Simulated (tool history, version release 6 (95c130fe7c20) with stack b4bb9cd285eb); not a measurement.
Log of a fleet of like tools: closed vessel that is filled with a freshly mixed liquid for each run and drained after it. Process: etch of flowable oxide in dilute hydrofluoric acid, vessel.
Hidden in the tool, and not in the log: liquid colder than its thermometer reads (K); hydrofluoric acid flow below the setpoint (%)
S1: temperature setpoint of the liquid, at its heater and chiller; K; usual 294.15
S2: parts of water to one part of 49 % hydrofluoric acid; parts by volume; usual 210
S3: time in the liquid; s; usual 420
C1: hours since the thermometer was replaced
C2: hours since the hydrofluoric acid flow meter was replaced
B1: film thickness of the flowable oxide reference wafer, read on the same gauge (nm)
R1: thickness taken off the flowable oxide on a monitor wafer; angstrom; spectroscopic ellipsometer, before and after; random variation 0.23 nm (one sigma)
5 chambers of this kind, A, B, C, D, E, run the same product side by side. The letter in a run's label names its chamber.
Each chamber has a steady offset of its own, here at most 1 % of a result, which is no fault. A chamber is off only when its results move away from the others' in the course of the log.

run 1C hour=7.5 | S1=294.15 S2=210 S3=420 | C1=563 C2=84.7 | B1=130.04 | R1=450.3
run 2D hour=12.2 | S1=294.15 S2=210 S3=420 | C1=1074.7 C2=410.7 | B1=130.02 | R1=445.55
run 3E hour=16.6 | S1=294.15 S2=210 S3=420 | C1=2222.8 C2=333.6 | B1=130.02 | R1=448.79
run 4B hour=25.6 | S1=294.15 S2=210 S3=420 | C1=2066.9 C2=1408.3 | B1=130 | R1=446.09
run 5A hour=30.3 | S1=294.15 S2=210 S3=420 | C1=2328.7 C2=303.3 | B1=129.99 | R1=454.15
run 6C hour=39.8 | S1=294.15 S2=210 S3=615 | C1=595.3 C2=117 | B1=130 | R1=654.08
run 7D hour=48.3 | S1=294.15 S2=210 S3=615 | C1=1110.8 C2=446.8 | B1=130.01 | R1=657.17
run 8E hour=54.6 | S1=294.15 S2=210 S3=615 | C1=2260.8 C2=371.6 | B1=130.01 | R1=663.05
run 9A hour=63.6 | S1=294.15 S2=210 S3=615 | C1=2362 C2=336.6 | B1=130.01 | R1=659.34
run 10B hour=71 | S1=294.15 S2=210 S3=615 | C1=2112.3 C2=1453.7 | B1=129.99 | R1=645.52
run 11A hour=76 | S1=294.15 S2=210 S3=420 | C1=2374.4 C2=349 | B1=129.98 | R1=454.17
-- hour=79.9 chamber A: thermometer replaced
run 12E hour=84.5 | S1=298.65 S2=210 S3=585 | C1=2290.7 C2=401.5 | B1=130.02 | R1=750.49
run 13C hour=94.5 | S1=298.65 S2=210 S3=585 | C1=650 C2=171.7 | B1=129.98 | R1=737.81
run 14B hour=99.1 | S1=298.65 S2=210 S3=585 | C1=2140.4 C2=1481.8 | B1=129.95 | R1=723.1
run 15D hour=107.7 | S1=298.65 S2=210 S3=585 | C1=1170.2 C2=506.2 | B1=129.99 | R1=737.34
run 16D hour=114.9 | S1=298.65 S2=210 S3=585 | C1=1177.4 C2=513.4 | B1=130.01 | R1=735.53
run 17E hour=120.8 | S1=294.15 S2=210 S3=420 | C1=2327 C2=437.8 | B1=130.01 | R1=449.94
run 18A hour=129.1 | S1=294.15 S2=210 S3=420 | C1=49.2 C2=402.1 | B1=129.98 | R1=452.1
run 19B hour=136.7 | S1=290.65 S2=210 S3=420 | C1=2178 C2=1519.4 | B1=130.01 | R1=379.41
run 20C hour=142.8 | S1=290.65 S2=210 S3=420 | C1=698.3 C2=220 | B1=130.03 | R1=388.06
run 21A hour=149.4 | S1=290.65 S2=210 S3=420 | C1=69.5 C2=422.4 | B1=130.01 | R1=395.27
run 22D hour=156.1 | S1=290.65 S2=210 S3=420 | C1=1218.6 C2=554.6 | B1=129.99 | R1=391.42
-- hour=164.6 chamber B: thermometer replaced
run 23C hour=166.1 | S1=290.65 S2=210 S3=420 | C1=721.6 C2=243.3 | B1=129.97 | R1=389.35
run 24B hour=172.7 | S1=294.15 S2=210 S3=420 | C1=8.1 C2=1555.4 | B1=130.05 | R1=433.35
run 25E hour=181.2 | S1=294.15 S2=210 S3=420 | C1=2387.4 C2=498.2 | B1=129.97 | R1=444.99
run 26C hour=188.7 | S1=294.15 S2=210 S3=420 | C1=744.2 C2=265.9 | B1=129.99 | R1=451.72
run 27A hour=196.5 | S1=294.15 S2=210 S3=420 | C1=116.6 C2=469.5 | B1=130.02 | R1=451.28
run 28D hour=205.3 | S1=294.15 S2=210 S3=420 | C1=1267.8 C2=603.8 | B1=130 | R1=444.79
run 29E hour=215.4 | S1=290.15 S2=210 S3=595 | C1=2421.6 C2=532.4 | B1=129.98 | R1=543.03
run 30B hour=223.7 | S1=290.15 S2=210 S3=595 | C1=59.1 C2=1606.4 | B1=130.04 | R1=512.26
run 31C hour=231 | S1=290.15 S2=210 S3=595 | C1=786.5 C2=308.2 | B1=130.01 | R1=535.88
run 32D hour=236.7 | S1=290.15 S2=210 S3=595 | C1=1299.2 C2=635.2 | B1=130.02 | R1=541.04
run 33E hour=244.4 | S1=290.15 S2=210 S3=595 | C1=2450.6 C2=561.4 | B1=129.99 | R1=541.54
run 34B hour=249.6 | S1=294.15 S2=210 S3=420 | C1=85 C2=1632.3 | B1=129.97 | R1=424.63
run 35A hour=255.4 | S1=294.15 S2=210 S3=420 | C1=175.5 C2=528.4 | B1=130.01 | R1=453.58
run 36A hour=259.8 | S1=294.15 S2=210 S3=420 | C1=179.9 C2=532.8 | B1=129.98 | R1=451.62
run 37C hour=267.9 | S1=294.15 S2=210 S3=420 | C1=823.4 C2=345.1 | B1=129.96 | R1=445.75
run 38B hour=273.9 | S1=294.15 S2=210 S3=420 | C1=109.3 C2=1656.6 | B1=129.98 | R1=420.1
run 39E hour=283.4 | S1=294.15 S2=210 S3=420 | C1=2489.6 C2=600.4 | B1=130.03 | R1=447.77
-- hour=287.6 chamber D: hydrofluoric acid flow meter replaced
run 40D hour=289.3 | S1=294.15 S2=210 S3=420 | C1=1351.8 C2=1.7 | B1=130.01 | R1=447.05
run 41D hour=294.2 | S1=294.15 S2=280 S3=660 | C1=1356.7 C2=6.6 | B1=130 | R1=498.33
run 42B hour=300 | S1=294.15 S2=280 S3=660 | C1=135.4 C2=1682.7 | B1=130 | R1=453.44

Is one chamber off against the others, does the gauge drift, or is nothing wrong? If a chamber is off, say which, and what the likeliest cause is.

Chamber B drifts away from the others.
Cause: hydrofluoric acid flow below the setpoint (%) = 5.88.

Here are 4 candidates for chamber B's next run, each the usual settings with a change, their results left as question marks. Which one brings its results back in line with what the others give on the usual settings?
In line means no further than this from the other chambers' mean on the usual settings: R1 8.1 angstrom
run 43B-1 hour=307.2 | S1=294.15 S2=215 S3=415 | R1=?
run 43B-2 hour=307.2 | S1=294.15 S2=210 S3=385 | R1=?
run 43B-3 hour=307.2 | S1=294.15 S2=205 S3=425 | R1=?
run 43B-4 hour=307.2 | S1=296.15 S2=210 S3=420 | R1=?

The other chambers' mean on the usual settings: R1 449.2 angstrom
run=43B-1 R1=397.94
run=43B-2 R1=380.07
run=43B-3 R1=432.21
run=43B-4 R1=446.7
43B-4 brings the chamber back in line.
